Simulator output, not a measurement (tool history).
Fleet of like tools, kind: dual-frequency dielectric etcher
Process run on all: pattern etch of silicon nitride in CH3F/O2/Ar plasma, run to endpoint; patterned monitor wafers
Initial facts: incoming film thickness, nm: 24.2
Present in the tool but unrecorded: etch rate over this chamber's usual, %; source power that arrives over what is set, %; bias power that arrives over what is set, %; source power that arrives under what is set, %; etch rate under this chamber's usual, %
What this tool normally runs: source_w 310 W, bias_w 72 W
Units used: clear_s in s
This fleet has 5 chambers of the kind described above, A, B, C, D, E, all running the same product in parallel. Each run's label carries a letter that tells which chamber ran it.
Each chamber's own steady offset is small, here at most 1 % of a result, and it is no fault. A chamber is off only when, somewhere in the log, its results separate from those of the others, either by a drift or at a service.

run	day	source_w	bias_w	hours since the last wet clean	hours since the last source power generator calibration	hours since the last bias power generator calibration	clear_s
1A	0.088	310	72	141.5	1493.7	286.0	38.708
2E	0.254	310	72	654.5	433.0	1079.2	38.650
3C	0.358	310	72	327.6	305.7	707.0	38.826
4D	0.442	310	72	22.0	3152.7	2565.5	37.859
5B	0.604	310	72	298.3	3480.2	1425.7	38.268
# day 0.671: chamber E: wet clean of the chamber
6A	0.733	310	72	157.0	1509.2	301.5	38.907
7B	0.908	310	72	305.6	3487.5	1433.0	38.365
8C	1.062	310	72	344.5	322.6	723.9	39.031
9D	1.242	310	72	41.2	3171.9	2584.7	38.636
10E	1.342	310	72	16.2	459.1	1105.3	38.423
11D	1.512	310	72	47.7	3178.4	2591.2	38.420
12A	1.662	310	72	179.3	1531.5	323.8	38.835
13B	1.842	310	72	328.0	3509.9	1455.4	38.568
14C	1.983	310	72	366.6	344.7	746.0	38.907
15E	2.150	310	72	35.6	478.5	1124.7	38.807
16C	2.258	310	72	373.2	351.3	752.6	38.717
17E	2.408	310	72	41.8	484.7	1130.9	37.972
18D	2.529	310	72	72.1	3202.8	2615.6	37.753
19A	2.650	310	72	203.0	1555.2	347.5	38.501
20B	2.775	310	60	350.4	3532.3	1477.8	40.736
21A	2.975	310	60	210.8	1563.0	355.3	41.381
22B	3.133	310	60	359.0	3540.9	1486.4	40.720
23D	3.325	310	60	91.2	3221.9	2634.7	41.256
24C	3.417	310	60	401.0	379.1	780.4	41.519
25E	3.558	310	72	69.4	512.3	1158.5	38.608
26B	3.721	310	72	373.1	3555.0	1500.5	38.414
27A	3.896	310	72	232.9	1585.1	377.4	38.931
28D	3.983	310	72	107.0	3237.7	2650.5	37.770
29C	4.175	310	72	419.2	397.3	798.6	38.520
30E	4.288	310	72	86.9	529.8	1176.0	38.575
31D	4.400	310	72	117.0	3247.7	2660.5	37.745
32E	4.562	310	72	93.5	536.4	1182.6	37.755
33C	4.667	310	72	431.0	409.1	810.4	38.842
34A	4.817	250	77	255.0	1607.2	399.5	40.785
35B	4.996	250	77	403.7	3585.6	1531.1	40.855
36B	5.121	250	77	406.7	3588.6	1534.1	40.913
37D	5.250	250	77	137.4	3268.1	2680.9	40.291
38C	5.383	250	77	448.2	426.3	827.6	41.179
39E	5.492	310	87	115.8	558.7	1204.9	36.331
40A	5.608	310	87	274.0	1626.2	418.5	35.784
41E	5.746	310	87	121.9	564.8	1211.0	36.092

What goes on in this fleet: one chamber off, a drifting gauge, or nothing beyond the chambers' own small offsets? Name the chamber and the cause, if any.

The fleet is healthy, with each chamber sitting at its usual small offset and no drift in the gauge.

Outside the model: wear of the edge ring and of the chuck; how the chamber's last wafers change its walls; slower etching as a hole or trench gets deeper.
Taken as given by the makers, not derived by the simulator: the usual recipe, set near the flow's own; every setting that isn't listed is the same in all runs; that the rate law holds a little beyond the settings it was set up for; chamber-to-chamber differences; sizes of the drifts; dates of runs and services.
